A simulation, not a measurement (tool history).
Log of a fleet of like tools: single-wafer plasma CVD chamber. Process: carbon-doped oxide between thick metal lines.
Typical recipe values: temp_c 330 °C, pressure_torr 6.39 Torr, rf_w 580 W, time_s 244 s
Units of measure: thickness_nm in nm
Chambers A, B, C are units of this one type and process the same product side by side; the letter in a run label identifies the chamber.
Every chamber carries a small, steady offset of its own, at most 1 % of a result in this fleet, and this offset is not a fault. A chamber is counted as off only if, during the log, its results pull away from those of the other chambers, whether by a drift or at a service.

run   hour  temp_c  pressure_torr  rf_w  time_s  hours since the last thermocouple change  hours since the last RF generator calibration  hours since the last manometer calibration  read-back reference wafer on the same gauge, thickness_nm  thickness_nm
 1C    7.2     330           6.39   580     244                                     343.3                                         1806.3                                       283.8                                                     1179.6        1483.8
 2A   19.5     330           6.39   580     244                                     917.9                                          209.0                                       638.3                                                     1180.6        1469.9
 3B   29.2     330           6.39   580     244                                    1750.9                                          160.7                                       346.7                                                     1180.2        1463.1
 4B   39.6     330           6.39   580     244                                    1761.3                                          171.1                                       357.1                                                     1180.7        1461.6
 5A   48.6     330           6.39   580     244                                     947.0                                          238.1                                       667.4                                                     1180.2        1467.2
 6C   60.5     330           6.39   580     244                                     396.6                                         1859.6                                       337.1                                                     1178.9        1480.0
 7A   66.8     330           6.39   580     244                                     965.2                                          256.3                                       685.6                                                     1179.5        1477.9
 8B   79.0     330           6.39   580     244                                    1800.7                                          210.5                                       396.5                                                     1179.7        1473.4
 9C   85.3     330           6.39   580     244                                     421.4                                         1884.4                                       361.9                                                     1180.3        1478.7
10B   93.1     330           6.39   580     244                                    1814.8                                          224.6                                       410.6                                                     1179.8        1467.7
11A  104.7     330           6.39   580     244                                    1003.1                                          294.2                                       723.5                                                     1180.3        1476.5
12C  117.3     330           6.39   645     244                                     453.4                                         1916.4                                       393.9                                                     1180.4        1577.3
13B  126.8     330           6.39   645     244                                    1848.5                                          258.3                                       444.3                                                     1179.8        1566.0
14A  132.7     330           6.39   645     244                                    1031.1                                          322.2                                       751.5                                                     1179.8        1570.7
15C  145.4     330           6.39   580     244                                     481.5                                         1944.5                                       422.0                                                     1180.5        1476.0
16C  155.8     330           6.39   580     244                                     491.9                                         1954.9                                       432.4                                                     1179.6        1477.6
17A  164.9     330           6.39   580     244                                    1063.3                                          354.4                                       783.7                                                     1179.7        1479.1
18B  177.8     330           6.39   580     244                                    1899.5                                          309.3                                       495.3                                                     1180.0        1464.7
19B  186.8     330           6.39   580     244                                    1908.5                                          318.3                                       504.3                                                     1179.7        1472.1
20C  198.5     330           6.39   580     244                                     534.6                                         1997.6                                       475.1                                                     1180.0        1477.7
     205.8  -- chamber C: RF generator calibrated
21A  210.5     326           6.39   580     225                                    1108.9                                          400.0                                       829.3                                                     1179.9        1376.2
22A  221.8     326           6.39   580     225                                    1120.2                                          411.3                                       840.6                                                     1180.2        1382.2
23C  231.7     326           6.39   580     225                                     567.8                                           26.0                                       508.3                                                     1179.8        1382.5
24B  242.7     330           6.39   580     244                                    1964.4                                          374.2                                       560.2                                                     1180.1        1454.5
25C  252.0     330           6.39   580     244                                     588.1                                           46.3                                       528.6                                                     1180.0        1481.9
26A  260.0     330           6.39   580     244                                    1158.4                                          449.5                                       878.8                                                     1180.6        1479.2
27B  271.0     330           6.39   580     244                                    1992.7                                          402.5                                       588.5                                                     1179.5        1456.3
28C  278.6     330           6.39   580     244                                     614.7                                           72.9                                       555.2                                                     1179.9        1476.7
29B  287.8     330           6.39   580     244                                    2009.5                                          419.3                                       605.3                                                     1179.5        1452.6
30A  296.9     330           7.30   580     244                                    1195.3                                          486.4                                       915.7                                                     1180.3        1494.0
31A  308.0     330           7.30   580     244                                    1206.4                                          497.5                                       926.8                                                     1179.8        1488.8
32C  315.9     330           7.30   580     244                                     652.0                                          110.2                                       592.5                                                     1180.5        1497.8
33B  327.7     330           6.39   580     244                                    2049.4                                          459.2                                       645.2                                                     1180.4        1446.1

Does one chamber stand apart from the rest, does the shared gauge drift, or is all well apart from small per-chamber offsets? Give the chamber and the most likely cause, where there is one.

It is chamber B that slowly wanders off from its peers.
Likeliest cause: delivered RF power below the setpoint (%) = 2.17.
Not necessarily distinguishable in this log from: wafer temperature above the value expected at the setpoint (K).

Here are 4 candidates for chamber B's next run, each the usual settings with a change, their results left as question marks. Which one brings its results back in line with what the others give on the usual settings?
In-line tolerance around the mean of the other chambers on the usual settings: thickness_nm 12.0 nm
34B-1  336.9     330           6.35   580     234                                                                                                                                                                                                             ?
34B-2  336.9     330           6.40   585     247                                                                                                                                                                                                             ?
34B-3  336.9     318           6.39   580     244                                                                                                                                                                                                             ?
34B-4  336.9     330           6.37   580     240                                                                                                                                                                                                             ?

Usual-settings mean across the other chambers: thickness_nm 1477.6 nm
  run  thickness_nm
34B-1        1390.1
34B-2        1476.2
34B-3        1511.9
34B-4        1426.2
The right change is 34B-2: it brings the chamber back within the allowed miss of the others.
